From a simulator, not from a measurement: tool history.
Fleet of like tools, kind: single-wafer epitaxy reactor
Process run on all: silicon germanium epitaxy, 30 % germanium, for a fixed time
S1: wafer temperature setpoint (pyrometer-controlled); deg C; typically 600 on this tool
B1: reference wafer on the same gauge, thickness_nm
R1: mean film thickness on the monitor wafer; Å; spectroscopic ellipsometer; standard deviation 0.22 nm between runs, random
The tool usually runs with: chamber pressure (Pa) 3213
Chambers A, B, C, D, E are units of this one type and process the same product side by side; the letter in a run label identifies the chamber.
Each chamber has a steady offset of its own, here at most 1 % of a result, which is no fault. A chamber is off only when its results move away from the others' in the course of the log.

{"run": "1C", "day": 0.275, "S1": 600, "chamber pressure (Pa)": 3213, "B1": 58.116, "R1": 633.22}
{"run": "2D", "day": 0.508, "S1": 600, "chamber pressure (Pa)": 3213, "B1": 58.126, "R1": 637.52}
{"run": "3A", "day": 0.671, "S1": 600, "chamber pressure (Pa)": 3213, "B1": 58.14, "R1": 633.27}
{"run": "4B", "day": 0.875, "S1": 600, "chamber pressure (Pa)": 3213, "B1": 58.086, "R1": 635.82}
{"run": "5E", "day": 1.038, "S1": 600, "chamber pressure (Pa)": 3213, "B1": 58.117, "R1": 631.88}
{"run": "6B", "day": 1.321, "S1": 600, "chamber pressure (Pa)": 3213, "B1": 58.131, "R1": 631.86}
{"run": "7E", "day": 1.533, "S1": 591, "chamber pressure (Pa)": 2866, "B1": 58.133, "R1": 510.42}
{"run": "8D", "day": 1.792, "S1": 591, "chamber pressure (Pa)": 2866, "B1": 58.104, "R1": 519.8}
{"run": "9C", "day": 1.992, "S1": 591, "chamber pressure (Pa)": 2866, "B1": 58.107, "R1": 512.45}
{"run": "10A", "day": 2.275, "S1": 591, "chamber pressure (Pa)": 2866, "B1": 58.119, "R1": 513.57}
{"run": "11C", "day": 2.462, "S1": 591, "chamber pressure (Pa)": 2866, "B1": 58.117, "R1": 515.35}
{"run": "12E", "day": 2.629, "S1": 600, "chamber pressure (Pa)": 3213, "B1": 58.063, "R1": 626.28}
{"run": "13D", "day": 2.854, "S1": 600, "chamber pressure (Pa)": 3733, "B1": 58.08, "R1": 680.94}
{"run": "14A", "day": 3.125, "S1": 600, "chamber pressure (Pa)": 3733, "B1": 58.154, "R1": 677.07}
{"run": "15B", "day": 3.35, "S1": 600, "chamber pressure (Pa)": 3733, "B1": 58.15, "R1": 670.06}
{"run": "16C", "day": 3.496, "S1": 600, "chamber pressure (Pa)": 3733, "B1": 58.119, "R1": 673.77}
{"run": "17D", "day": 3.692, "S1": 600, "chamber pressure (Pa)": 3733, "B1": 58.121, "R1": 681.27}
{"run": "18B", "day": 3.954, "S1": 600, "chamber pressure (Pa)": 3213, "B1": 58.079, "R1": 628.51}
{"run": "19E", "day": 4.175, "S1": 600, "chamber pressure (Pa)": 3213, "B1": 58.102, "R1": 632.84}
{"run": "20A", "day": 4.367, "S1": 600, "chamber pressure (Pa)": 3213, "B1": 58.109, "R1": 638.04}
{"run": "21B", "day": 4.504, "S1": 600, "chamber pressure (Pa)": 3213, "B1": 58.05, "R1": 631.87}
{"run": "22A", "day": 4.771, "S1": 600, "chamber pressure (Pa)": 3213, "B1": 58.047, "R1": 635.46}
{"run": "23E", "day": 4.95, "S1": 600, "chamber pressure (Pa)": 3213, "B1": 58.057, "R1": 629.67}
{"run": "24C", "day": 5.246, "S1": 600, "chamber pressure (Pa)": 3213, "B1": 58.04, "R1": 634.25}
{"run": "25D", "day": 5.467, "S1": 600, "chamber pressure (Pa)": 3213, "B1": 58.112, "R1": 635.99}
{"run": "26C", "day": 5.604, "S1": 600, "chamber pressure (Pa)": 3213, "B1": 58.119, "R1": 634.01}
{"run": "27D", "day": 5.775, "S1": 600, "chamber pressure (Pa)": 3213, "B1": 58.051, "R1": 640.66}
{"run": "28B", "day": 6.025, "S1": 600, "chamber pressure (Pa)": 2466, "B1": 58.069, "R1": 568.11}
{"run": "29A", "day": 6.283, "S1": 600, "chamber pressure (Pa)": 2466, "B1": 58.143, "R1": 570.02}
{"run": "30E", "day": 6.55, "S1": 600, "chamber pressure (Pa)": 2466, "B1": 58.142, "R1": 567.45}
{"run": "31D", "day": 6.767, "S1": 600, "chamber pressure (Pa)": 2466, "B1": 58.135, "R1": 575.75}
{"run": "32C", "day": 6.925, "S1": 600, "chamber pressure (Pa)": 2466, "B1": 58.112, "R1": 571.1}
{"run": "33B", "day": 7.062, "S1": 600, "chamber pressure (Pa)": 3213, "B1": 58.099, "R1": 635.3}
{"run": "34E", "day": 7.208, "S1": 600, "chamber pressure (Pa)": 3213, "B1": 58.065, "R1": 630.61}
{"run": "35A", "day": 7.508, "S1": 600, "chamber pressure (Pa)": 3213, "B1": 58.068, "R1": 637.09}

The same settings go to every chamber for the next run, one line per chamber below. Forecast the results for each:
{"run": "36A", "day": 7.725, "S1": 594, "chamber pressure (Pa)": 3213, "R1": "?"}
{"run": "36B", "day": 7.725, "S1": 594, "chamber pressure (Pa)": 3213, "R1": "?"}
{"run": "36C", "day": 7.725, "S1": 594, "chamber pressure (Pa)": 3213, "R1": "?"}
{"run": "36D", "day": 7.725, "S1": 594, "chamber pressure (Pa)": 3213, "R1": "?"}
{"run": "36E", "day": 7.725, "S1": 594, "chamber pressure (Pa)": 3213, "R1": "?"}

run=36A R1=569.58
run=36B R1=566.63
run=36C R1=572.04
run=36D R1=572.80
run=36E R1=569.29
